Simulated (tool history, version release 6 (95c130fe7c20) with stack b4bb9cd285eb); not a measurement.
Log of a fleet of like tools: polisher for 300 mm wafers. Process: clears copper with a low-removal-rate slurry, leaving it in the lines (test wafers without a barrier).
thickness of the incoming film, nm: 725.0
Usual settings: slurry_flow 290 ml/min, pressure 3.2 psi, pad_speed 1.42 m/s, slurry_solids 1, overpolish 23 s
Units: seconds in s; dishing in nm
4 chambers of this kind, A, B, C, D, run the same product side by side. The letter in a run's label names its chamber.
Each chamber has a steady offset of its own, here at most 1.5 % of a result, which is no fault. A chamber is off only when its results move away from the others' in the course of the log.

run 1C hour=11.1 | slurry_flow=290 pressure=3.2 pad_speed=1.42 slurry_solids=1 overpolish=23 | seconds=155.65 dishing=56.862
-- hour=18.2 chamber D: head pressure recalibrated
run 2A hour=24.1 | slurry_flow=290 pressure=3.2 pad_speed=1.42 slurry_solids=1 overpolish=23 | seconds=157.44 dishing=57.839
run 3D hour=33.4 | slurry_flow=290 pressure=3.2 pad_speed=1.42 slurry_solids=1 overpolish=23 | seconds=156.37 dishing=57.242
run 4B hour=49.4 | slurry_flow=290 pressure=3.2 pad_speed=1.42 slurry_solids=1 overpolish=23 | seconds=152.56 dishing=57.081
run 5C hour=60 | slurry_flow=290 pressure=3.2 pad_speed=1.42 slurry_solids=0.7 overpolish=23 | seconds=170.5 dishing=54.985
-- hour=60.6 chamber D: worn pad replaced by a new one
-- hour=61.2 chamber C: worn pad replaced by a new one
-- hour=74.3 chamber D: slurry nozzle cleaned
run 6B hour=74.4 | slurry_flow=290 pressure=3.2 pad_speed=1.42 slurry_solids=0.7 overpolish=23 | seconds=166.52 dishing=55.243
-- hour=83.5 chamber A: worn pad replaced by a new one
run 7D hour=85 | slurry_flow=290 pressure=3.2 pad_speed=1.42 slurry_solids=0.7 overpolish=23 | seconds=169.46 dishing=54.475
-- hour=93.1 chamber B: slurry blender recalibrated
run 8A hour=95.6 | slurry_flow=290 pressure=3.2 pad_speed=1.42 slurry_solids=0.7 overpolish=23 | seconds=168.58 dishing=54.989
-- hour=98.8 chamber B: worn pad replaced by a new one
-- hour=106.7 chamber C: slurry nozzle cleaned
run 9C hour=107.7 | slurry_flow=290 pressure=3.2 pad_speed=1.42 slurry_solids=1 overpolish=23 | seconds=158.35 dishing=58.853
-- hour=110.3 chamber A: slurry blender recalibrated
run 10A hour=120 | slurry_flow=290 pressure=3.2 pad_speed=1.42 slurry_solids=1 overpolish=23 | seconds=157.83 dishing=57.103
run 11B hour=129.8 | slurry_flow=290 pressure=3.2 pad_speed=1.42 slurry_solids=1 overpolish=23 | seconds=156.44 dishing=55.197
run 12D hour=144.3 | slurry_flow=290 pressure=3.2 pad_speed=1.42 slurry_solids=1 overpolish=23 | seconds=156.99 dishing=56.471
run 13D hour=158.8 | slurry_flow=290 pressure=3.2 pad_speed=1.42 slurry_solids=1 overpolish=23 | seconds=156.12 dishing=57.098
-- hour=167 chamber C: worn pad replaced by a new one
-- hour=169.8 chamber D: slurry blender recalibrated
run 14A hour=174.8 | slurry_flow=290 pressure=3.2 pad_speed=1.42 slurry_solids=1 overpolish=23 | seconds=157.15 dishing=57.158
-- hour=178.9 chamber D: worn pad replaced by a new one
-- hour=180.9 chamber C: slurry blender recalibrated
run 15C hour=182.1 | slurry_flow=290 pressure=4.2 pad_speed=1.04 slurry_solids=1 overpolish=23 | seconds=165.57 dishing=55.427
run 16B hour=191.9 | slurry_flow=290 pressure=4.2 pad_speed=1.04 slurry_solids=1 overpolish=23 | seconds=161.3 dishing=56.279
run 17C hour=208.2 | slurry_flow=290 pressure=4.2 pad_speed=1.04 slurry_solids=1 overpolish=23 | seconds=164.06 dishing=55.434
-- hour=219.3 chamber B: slurry blender recalibrated
-- hour=220.2 chamber B: slurry nozzle cleaned
run 18B hour=220.7 | slurry_flow=290 pressure=4.2 pad_speed=1.04 slurry_solids=1 overpolish=23 | seconds=160.31 dishing=56.737
run 19A hour=230.9 | slurry_flow=290 pressure=3.2 pad_speed=1.42 slurry_solids=1 overpolish=23 | seconds=157.87 dishing=58.141
run 20D hour=240 | slurry_flow=290 pressure=3.2 pad_speed=1.42 slurry_solids=1 overpolish=23 | seconds=157.39 dishing=55.845
run 21C hour=250.1 | slurry_flow=290 pressure=3.2 pad_speed=1.42 slurry_solids=1 overpolish=23 | seconds=152.87 dishing=56.661
-- hour=260.9 chamber B: worn pad replaced by a new one
run 22A hour=261.3 | slurry_flow=290 pressure=3.2 pad_speed=1.42 slurry_solids=1 overpolish=23 | seconds=156.44 dishing=59.221
-- hour=262.5 chamber C: worn pad replaced by a new one
-- hour=268.7 chamber A: worn pad replaced by a new one
run 23D hour=269.3 | slurry_flow=290 pressure=3.2 pad_speed=1.42 slurry_solids=1 overpolish=23 | seconds=154.67 dishing=57.21
run 24B hour=285.3 | slurry_flow=290 pressure=3.2 pad_speed=1.42 slurry_solids=1 overpolish=23 | seconds=158.04 dishing=55.279
-- hour=294 chamber D: worn pad replaced by a new one
run 25A hour=296.4 | slurry_flow=290 pressure=3.2 pad_speed=1.42 slurry_solids=1 overpolish=23 | seconds=157.06 dishing=59.128
-- hour=302.4 chamber C: slurry nozzle cleaned
run 26B hour=310 | slurry_flow=290 pressure=3.2 pad_speed=1.42 slurry_solids=1 overpolish=23 | seconds=155.13 dishing=55.761
-- hour=312.6 chamber A: slurry blender recalibrated
run 27D hour=322.3 | slurry_flow=290 pressure=3.2 pad_speed=1.42 slurry_solids=0.85 overpolish=23 | seconds=163.47 dishing=56.73
-- hour=322.4 chamber A: head pressure recalibrated
-- hour=337.2 chamber B: slurry blender recalibrated
run 28C hour=338.8 | slurry_flow=290 pressure=3.2 pad_speed=1.42 slurry_solids=0.85 overpolish=23 | seconds=158.08 dishing=57.146
-- hour=342.3 chamber A: slurry nozzle cleaned
run 29C hour=350.1 | slurry_flow=290 pressure=3.2 pad_speed=1.42 slurry_solids=0.85 overpolish=23 | seconds=155.09 dishing=56.708
-- hour=352.1 chamber C: slurry blender recalibrated
-- hour=361.6 chamber C: worn pad replaced by a new one
run 30B hour=364.3 | slurry_flow=290 pressure=3.2 pad_speed=1.42 slurry_solids=0.85 overpolish=23 | seconds=159.5 dishing=56.074
run 31D hour=375.8 | slurry_flow=290 pressure=3.2 pad_speed=1.42 slurry_solids=1 overpolish=23 | seconds=155.35 dishing=57.368
run 32A hour=383.5 | slurry_flow=290 pressure=3.2 pad_speed=1.42 slurry_solids=1 overpolish=23 | seconds=155.15 dishing=57.053
run 33C hour=395 | slurry_flow=290 pressure=3.2 pad_speed=1.42 slurry_solids=1 overpolish=23 | seconds=149.31 dishing=58.095
-- hour=401.3 chamber B: worn pad replaced by a new one
-- hour=403.9 chamber D: worn pad replaced by a new one
run 34D hour=407.3 | slurry_flow=290 pressure=2.7 pad_speed=1.42 slurry_solids=1 overpolish=23 | seconds=186.19 dishing=49.984
run 35B hour=423.7 | slurry_flow=290 pressure=2.7 pad_speed=1.42 slurry_solids=1 overpolish=23 | seconds=184.24 dishing=51.262
-- hour=431.8 chamber A: worn pad replaced by a new one
run 36A hour=437.5 | slurry_flow=290 pressure=2.7 pad_speed=1.42 slurry_solids=1 overpolish=23 | seconds=188.79 dishing=50.945
run 37C hour=449.8 | slurry_flow=290 pressure=2.7 pad_speed=1.42 slurry_solids=1 overpolish=23 | seconds=171.42 dishing=52.27
run 38A hour=459.9 | slurry_flow=290 pressure=3.2 pad_speed=1.42 slurry_solids=1 overpolish=23 | seconds=157.1 dishing=55.012

All 4 chambers run these settings next. Forecast each chamber's results:
run 39A hour=471.8 | slurry_flow=290 pressure=3.2 pad_speed=1.42 slurry_solids=1 overpolish=23 | seconds=? dishing=?
run 39B hour=471.8 | slurry_flow=290 pressure=3.2 pad_speed=1.42 slurry_solids=1 overpolish=23 | seconds=? dishing=?
run 39C hour=471.8 | slurry_flow=290 pressure=3.2 pad_speed=1.42 slurry_solids=1 overpolish=23 | seconds=? dishing=?
run 39D hour=471.8 | slurry_flow=290 pressure=3.2 pad_speed=1.42 slurry_solids=1 overpolish=23 | seconds=? dishing=?

run=39A seconds=161.16 dishing=57.06
run=39B seconds=157.77 dishing=57.957
run=39C seconds=146.54 dishing=61.409
run=39D seconds=154.99 dishing=54.956

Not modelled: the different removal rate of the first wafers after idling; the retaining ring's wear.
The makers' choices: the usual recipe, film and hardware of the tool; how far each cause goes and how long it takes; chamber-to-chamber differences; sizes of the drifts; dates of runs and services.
